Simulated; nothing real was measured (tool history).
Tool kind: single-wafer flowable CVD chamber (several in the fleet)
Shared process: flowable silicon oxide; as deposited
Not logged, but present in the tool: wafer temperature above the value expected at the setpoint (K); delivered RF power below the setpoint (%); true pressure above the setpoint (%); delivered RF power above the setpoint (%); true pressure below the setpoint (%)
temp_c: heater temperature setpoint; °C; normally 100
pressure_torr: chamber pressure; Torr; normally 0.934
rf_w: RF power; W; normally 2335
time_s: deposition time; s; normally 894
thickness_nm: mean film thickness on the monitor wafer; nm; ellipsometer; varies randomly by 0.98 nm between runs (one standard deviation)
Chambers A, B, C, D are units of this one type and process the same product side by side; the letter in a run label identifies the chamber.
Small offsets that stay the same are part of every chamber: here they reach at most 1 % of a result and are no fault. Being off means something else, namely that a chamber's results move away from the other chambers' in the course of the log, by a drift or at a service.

run   hour  temp_c  pressure_torr  rf_w  time_s  hours since the last thermocouple change  hours since the last RF generator calibration  hours since the last manometer calibration  read-back reference wafer on the same gauge, thickness_nm  thickness_nm
 1D    3.9     100          0.934  2335     894                                      86.6                                         1009.4                                       918.7                                                     589.97        680.31
 2B    9.7     100          0.934  2335     894                                    1136.3                                          776.6                                      1281.8                                                     589.79        679.77
 3A   15.6     100          0.934  2335     894                                    2921.5                                          538.4                                      1748.8                                                     589.58        674.46
 4C   18.8     100          0.934  2335     894                                     716.1                                          161.2                                      1614.8                                                     589.56        678.14
 5C   24.3     100          0.934  2335     894                                     721.6                                          166.7                                      1620.3                                                     589.51        676.82
 6D   28.3     100          0.934  2335     894                                     111.0                                         1033.8                                       943.1                                                     589.53        680.08
 7A   31.1     100          0.934  2335     894                                    2937.0                                          553.9                                      1764.3                                                     589.14        674.27
 8B   36.9     100          0.934  2335     894                                    1163.5                                          803.8                                      1309.0                                                     589.28        679.18
 9D   43.1     100          0.934  2335     894                                     125.8                                         1048.6                                       957.9                                                     589.03        679.08
10A   48.3     100          0.934  2165    1047                                    2954.2                                          571.1                                      1781.5                                                     588.81        777.30
11C   53.3     100          0.934  2165    1047                                     750.6                                          195.7                                      1649.3                                                     588.78        782.92
12B   58.6     100          0.934  2165    1047                                    1185.2                                          825.5                                      1330.7                                                     588.42        786.16
13D   61.9     100          0.934  2165    1047                                     144.6                                         1067.4                                       976.7                                                     588.66        787.23
14A   66.6     100          0.934  2335     894                                    2972.5                                          589.4                                      1799.8                                                     588.36        672.28
15C   72.3     100          0.934  2335     894                                     769.6                                          214.7                                      1668.3                                                     588.47        676.08
      73.4  -- chamber A: thermocouple changed; heater temperature recalibrated
16B   77.6     100          0.934  2335     894                                    1204.2                                          844.5                                      1349.7                                                     588.15        677.83
17B   81.6     100          0.934  2335     745                                    1208.2                                          848.5                                      1353.7                                                     588.10        565.04
18D   85.5     100          0.934  2335     745                                     168.2                                         1091.0                                      1000.3                                                     587.84        565.96
19A   88.3     100          0.934  2335     745                                      14.9                                          611.1                                      1821.5                                                     587.72        557.98
20C   94.3     100          0.934  2335     745                                     791.6                                          236.7                                      1690.3                                                     587.59        563.38
21C   97.7      88          0.934  1995     894                                     795.0                                          240.1                                      1693.7                                                     587.53        969.61
22B  103.9      88          0.934  1995     894                                    1230.5                                          870.8                                      1376.0                                                     587.36        968.67
23A  109.7      88          0.934  1995     894                                      36.3                                          632.5                                      1842.9                                                     587.35        960.04
24D  113.1      88          0.934  1995     894                                     195.8                                         1118.6                                      1027.9                                                     587.21        975.72
25C  118.4     100          0.934  2335     894                                     815.7                                          260.8                                      1714.4                                                     586.99        675.00
26D  123.8     100          0.934  2335     894                                     206.5                                         1129.3                                      1038.6                                                     586.75        677.80
27A  127.4     100          0.934  2335     894                                      54.0                                          650.2                                      1860.6                                                     586.64        671.05
28B  133.4     100          0.934  2335     894                                    1260.0                                          900.3                                      1405.5                                                     586.76        676.62
29C  136.5     100          0.934  2335     894                                     833.8                                          278.9                                      1732.5                                                     586.82        675.14
30D  140.3     100          1.096  2335     976                                     223.0                                         1145.8                                      1055.1                                                     586.68        892.40

Has any chamber moved away from the others, gradually or after a service, or does the common gauge drift, or do the chambers differ only by their own small steady offsets? State the chamber and the most likely cause if one applies.

It is the gauge, not a chamber: its drift shows up in every chamber's results at once, and no chamber is off.
Likeliest cause: gauge reads low (%) = 0.594.
